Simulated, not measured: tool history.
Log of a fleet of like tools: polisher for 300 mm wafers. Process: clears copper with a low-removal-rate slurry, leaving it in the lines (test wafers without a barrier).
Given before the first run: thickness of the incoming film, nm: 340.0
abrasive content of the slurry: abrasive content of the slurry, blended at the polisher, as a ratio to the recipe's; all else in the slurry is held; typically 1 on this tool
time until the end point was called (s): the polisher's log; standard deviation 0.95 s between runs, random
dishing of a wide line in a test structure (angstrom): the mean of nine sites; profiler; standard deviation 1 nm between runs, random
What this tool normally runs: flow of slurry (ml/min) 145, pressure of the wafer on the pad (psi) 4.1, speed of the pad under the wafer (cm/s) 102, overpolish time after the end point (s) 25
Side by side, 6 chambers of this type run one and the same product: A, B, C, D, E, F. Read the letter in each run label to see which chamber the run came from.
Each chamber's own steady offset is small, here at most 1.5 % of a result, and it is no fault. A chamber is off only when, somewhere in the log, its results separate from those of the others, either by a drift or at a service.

| run | hour | flow of slurry (ml/min) | pressure of the wafer on the pad (psi) | speed of the pad under the wafer (cm/s) | abrasive content of the slurry | overpolish time after the end point (s) | time until the end point was called (s) | dishing of a wide line in a test structure (angstrom) |
|---|---|---|---|---|---|---|---|---|
| 1D | 4.3 | 145 | 4.1 | 102 | 1 | 25 | 65.857 | 808.43 |
|  | 5.5 | chamber B: head pressure recalibrated |
| 2E | 8.2 | 145 | 4.1 | 102 | 1 | 25 | 66.025 | 806.49 |
| 3A | 11.6 | 145 | 4.1 | 102 | 1 | 25 | 66.222 | 820.07 |
|  | 12.9 | chamber C: head pressure recalibrated |
|  | 13.6 | chamber A: worn pad replaced by a new one |
| 4B | 15.5 | 145 | 4.1 | 102 | 1 | 25 | 65.411 | 820.1 |
| 5C | 19.3 | 145 | 4.1 | 102 | 1 | 25 | 68.223 | 817.28 |
|  | 20 | chamber D: worn pad replaced by a new one |
| 6F | 23 | 145 | 4.1 | 102 | 1 | 25 | 65.423 | 818.78 |
|  | 25.1 | chamber B: worn pad replaced by a new one |
| 7C | 25.8 | 145 | 4.1 | 102 | 1 | 25 | 67.793 | 814.68 |
| 8D | 28.2 | 145 | 4.1 | 102 | 1 | 25 | 66.659 | 824.33 |
| 9B | 31.3 | 145 | 4.1 | 102 | 1 | 25 | 65.055 | 826.46 |
|  | 33.6 | chamber F: slurry blender recalibrated |
| 10F | 35.6 | 145 | 4.1 | 102 | 1 | 25 | 65.529 | 802.36 |
| 11A | 37.9 | 145 | 4.1 | 102 | 1 | 25 | 64.62 | 818.63 |
| 12E | 41.6 | 145 | 4.1 | 102 | 1 | 25 | 65.783 | 829.18 |
| 13F | 44.1 | 145 | 4.1 | 102 | 1 | 25 | 65.829 | 813.87 |
| 14A | 46.9 | 145 | 4.1 | 102 | 1 | 25 | 63.754 | 818.44 |
| 15E | 50.6 | 145 | 4.1 | 102 | 1 | 25 | 66.176 | 800.09 |
| 16D | 53.6 | 175 | 4.1 | 102 | 0.75 | 25 | 67.684 | 792.02 |
| 17B | 57.8 | 175 | 4.1 | 102 | 0.75 | 25 | 69.981 | 807.35 |
| 18C | 59.8 | 175 | 4.1 | 102 | 0.75 | 25 | 68.188 | 804.66 |
| 19A | 63.8 | 175 | 4.1 | 102 | 0.75 | 25 | 68.565 | 815.05 |
| 20D | 66.8 | 175 | 4.1 | 102 | 0.75 | 25 | 68.098 | 781.34 |
| 21B | 71 | 175 | 4.1 | 102 | 0.75 | 25 | 67.543 | 790.61 |
| 22F | 73.1 | 145 | 4.1 | 102 | 1 | 25 | 67.154 | 782.23 |
| 23E | 76.1 | 145 | 4.1 | 80 | 1 | 25 | 83.521 | 671.12 |
| 24C | 79.9 | 145 | 4.1 | 80 | 1 | 25 | 84.102 | 675.61 |
| 25E | 82.2 | 145 | 4.1 | 80 | 1 | 25 | 85.02 | 670.64 |
| 26D | 85.1 | 145 | 4.1 | 80 | 1 | 25 | 86.576 | 676.04 |
| 27F | 87.5 | 145 | 4.1 | 80 | 1 | 25 | 83.072 | 653.69 |
| 28B | 91.6 | 145 | 4.1 | 80 | 1 | 25 | 84.432 | 684.18 |
|  | 93.1 | chamber C: worn pad replaced by a new one |
| 29A | 94.2 | 145 | 4.1 | 102 | 1.3 | 15 | 63.605 | 563.55 |
| 30C | 98.4 | 145 | 4.1 | 102 | 1.3 | 15 | 63.723 | 564.81 |
|  | 99.4 | chamber F: slurry nozzle cleaned |
| 31F | 100.5 | 145 | 4.1 | 102 | 1.3 | 15 | 62.767 | 549.42 |
| 32C | 103.3 | 145 | 4.1 | 102 | 1.3 | 15 | 61.193 | 567.74 |
|  | 105.9 | chamber D: worn pad replaced by a new one |
|  | 106.5 | chamber E: worn pad replaced by a new one |
| 33D | 107.4 | 145 | 4.1 | 102 | 1.3 | 15 | 63.047 | 554.27 |
|  | 108.6 | chamber B: worn pad replaced by a new one |
|  | 109.2 | chamber A: worn pad replaced by a new one |
| 34A | 109.8 | 145 | 4.1 | 102 | 1.3 | 15 | 61.305 | 577.31 |
| 35E | 113.6 | 145 | 4.1 | 102 | 1 | 25 | 67.045 | 810.15 |
| 36B | 117.2 | 145 | 5.3 | 72 | 1 | 25 | 72.124 | 794.25 |
| 37E | 119.4 | 145 | 5.3 | 72 | 1 | 25 | 72.452 | 757.17 |
|  | 121.6 | chamber F: worn pad replaced by a new one |
| 38F | 123.7 | 145 | 5.3 | 72 | 1 | 25 | 70.964 | 764.66 |
| 39A | 127.4 | 145 | 5.3 | 72 | 1 | 25 | 70.525 | 767.45 |

Does one chamber stand apart from the rest, does the shared gauge drift, or is all well apart from small per-chamber offsets? Give the chamber and the most likely cause, where there is one.

Neither any chamber nor the gauge drifts; the chambers differ only by their own small, steady offsets.

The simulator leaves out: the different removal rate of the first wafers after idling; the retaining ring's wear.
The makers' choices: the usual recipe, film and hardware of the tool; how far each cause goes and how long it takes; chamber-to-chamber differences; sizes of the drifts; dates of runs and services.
